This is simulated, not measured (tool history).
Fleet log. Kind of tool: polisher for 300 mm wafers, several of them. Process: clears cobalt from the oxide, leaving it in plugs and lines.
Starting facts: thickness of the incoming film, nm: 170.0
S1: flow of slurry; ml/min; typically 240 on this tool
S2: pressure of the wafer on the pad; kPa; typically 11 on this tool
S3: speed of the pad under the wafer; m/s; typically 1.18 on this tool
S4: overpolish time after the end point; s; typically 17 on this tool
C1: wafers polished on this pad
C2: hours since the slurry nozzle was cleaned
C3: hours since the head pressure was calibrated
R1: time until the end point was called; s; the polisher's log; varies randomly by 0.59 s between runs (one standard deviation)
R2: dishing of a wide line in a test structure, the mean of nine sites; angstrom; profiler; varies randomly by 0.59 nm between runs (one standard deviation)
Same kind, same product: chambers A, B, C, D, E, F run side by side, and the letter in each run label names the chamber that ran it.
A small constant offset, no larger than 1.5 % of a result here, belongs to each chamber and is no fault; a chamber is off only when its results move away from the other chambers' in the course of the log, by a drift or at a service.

run   hour   S1  S2    S3  S4    C1     C2     C3      R1      R2
 1C    7.5  240  11  1.18  17   864     77  788.4  41.323  436.47
       9.5  -- chamber D: worn pad replaced by a new one
      14.2  -- chamber C: worn pad replaced by a new one
 2E   18.9  240  11  1.18  17  1041  222.5  480.1  40.299  445.89
 3B   27.8  240  11  1.18  17   420    291  836.8  39.359  434.47
      37.2  -- chamber F: worn pad replaced by a new one
 4F     38  240  11  1.18  17     7   55.3  167.2  39.808  448.63
      44.1  -- chamber E: worn pad replaced by a new one
 5D   48.3  240  11  1.18  17   379  442.7  490.8   40.11  447.86
 6A   60.1  240  11  1.18  17   609  613.5    961  39.351  449.24
      60.9  -- chamber A: head pressure recalibrated
      70.4  -- chamber D: worn pad replaced by a new one
      70.4  -- chamber B: worn pad replaced by a new one
 7A   71.3  240  11  1.18  17   718  624.7   10.4  40.931  441.11
 8D   80.8  240  11  1.18  17   101  475.2  523.3   39.35  454.81
 9C   91.1  240  11  1.18  17   749  160.6    872  38.929  441.08
10E  101.4  240  11  1.18  17   558    305  562.6  38.259   445.5
     105.2  -- chamber C: worn pad replaced by a new one
11B  108.4  240  11  1.18  17   370  371.6  917.4  39.825  452.58
     110.6  -- chamber F: worn pad replaced by a new one
     115.6  -- chamber A: worn pad replaced by a new one
12F  118.9  240  11  1.18  17    81  136.2  248.1  40.189  445.35
     124.9  -- chamber E: slurry nozzle cleaned
13E  125.2  240  11  1.18  17   790    0.4  586.4  40.058  434.71
     129.6  -- chamber A: slurry nozzle cleaned
14A  132.5  240  11  1.18  17   165      3   71.6  39.977  455.82
     134.1  -- chamber B: worn pad replaced by a new one
     136.2  -- chamber C: head pressure recalibrated
15C  141.8  240  11  1.18  17   357  211.3    5.7  40.554  447.01
       143  -- chamber D: worn pad replaced by a new one
16B  148.1  240  11  1.18  17   137  411.3  957.1  39.417  445.74
     151.8  -- chamber E: head pressure recalibrated
17F  157.9  240  11  1.18  17   461  175.2  287.1  38.994  431.95
     159.9  -- chamber B: head pressure recalibrated
     163.3  -- chamber E: worn pad replaced by a new one
18D  168.4  240  11  1.18  17   247  562.8  610.9   39.31  449.96
19D  178.7  240  11  1.18  17   348  573.1  621.2  40.283  448.68
     185.8  -- chamber C: worn pad replaced by a new one
20A  191.8  240  11  1.18  17   743   62.3  130.9  40.461  437.26
       194  -- chamber F: worn pad replaced by a new one
21C  199.6  160  11  1.58  17   135  269.1   63.5  32.383  509.12
     201.7  -- chamber D: worn pad replaced by a new one
     207.9  -- chamber B: worn pad replaced by a new one
22B  210.3  160  11  1.58  17    23  473.5   50.5  31.302  494.05
     211.6  -- chamber F: slurry nozzle cleaned
23E  216.4  160  11  1.58  17   518   91.6   64.7  30.388  491.61
24F  227.8  160  11  1.58  17   329   16.2    357  31.248  491.15
     233.5  -- chamber A: worn pad replaced by a new one
25D  234.2  160  11  1.58  17   317  628.6  676.7    30.7  500.43
26B    242  160  11  1.58  17   332  505.2   82.2  32.236  488.59
27E    253  240  11  1.18  17   874  128.2  101.3  38.756  452.89
     258.9  -- chamber C: worn pad replaced by a new one
     259.4  -- chamber C: slurry nozzle cleaned
28A  260.1  240  11  1.18  17   259  130.6  199.2  40.129  450.96
29F  270.9  240  11  1.18  17   750   59.3  400.1  38.986  435.55
     274.8  -- chamber E: worn pad replaced by a new one
     275.9  -- chamber F: worn pad replaced by a new one
30C  277.2  240  11  1.18  17   178   17.8  141.1  40.027   456.1
     278.1  -- chamber D: worn pad replaced by a new one
31E  290.5  240  11  1.18  17   153  165.7  138.8  39.524  455.71
     292.8  -- chamber B: worn pad replaced by a new one
32C  297.8  240  11  1.18  17   379   38.4  161.7    39.9  446.65
33A    304  240  11  1.18  17   687  174.5  243.1  40.491  444.72
     310.7  -- chamber D: slurry nozzle cleaned
34F  312.1  240  11  1.18  17   352  100.5  441.3  40.682  436.84
35D  320.3  240  11  1.18  17   412    9.7  762.8  39.916  444.09
36B  329.9  240  11  1.18  17   361  593.1  170.1  39.094   451.6
37C  340.8  240  11  1.18  17   798   81.4  204.7  39.783  450.41

Next, every chamber runs the same settings. What will each give?
38A  350.9  240  11  1.18  17               ?   ?
38B  350.9  240  11  1.18  17               ?   ?
38C  350.9  240  11  1.18  17               ?   ?
38D  350.9  240  11  1.18  17               ?   ?
38E  350.9  240  11  1.18  17               ?   ?
38F  350.9  240  11  1.18  17               ?   ?

run      R1      R2
38A  41.316  449.49
38B  39.997  449.69
38C  39.684  453.84
38D  39.199  443.35
38E  40.255  438.11
38F  39.702   444.7

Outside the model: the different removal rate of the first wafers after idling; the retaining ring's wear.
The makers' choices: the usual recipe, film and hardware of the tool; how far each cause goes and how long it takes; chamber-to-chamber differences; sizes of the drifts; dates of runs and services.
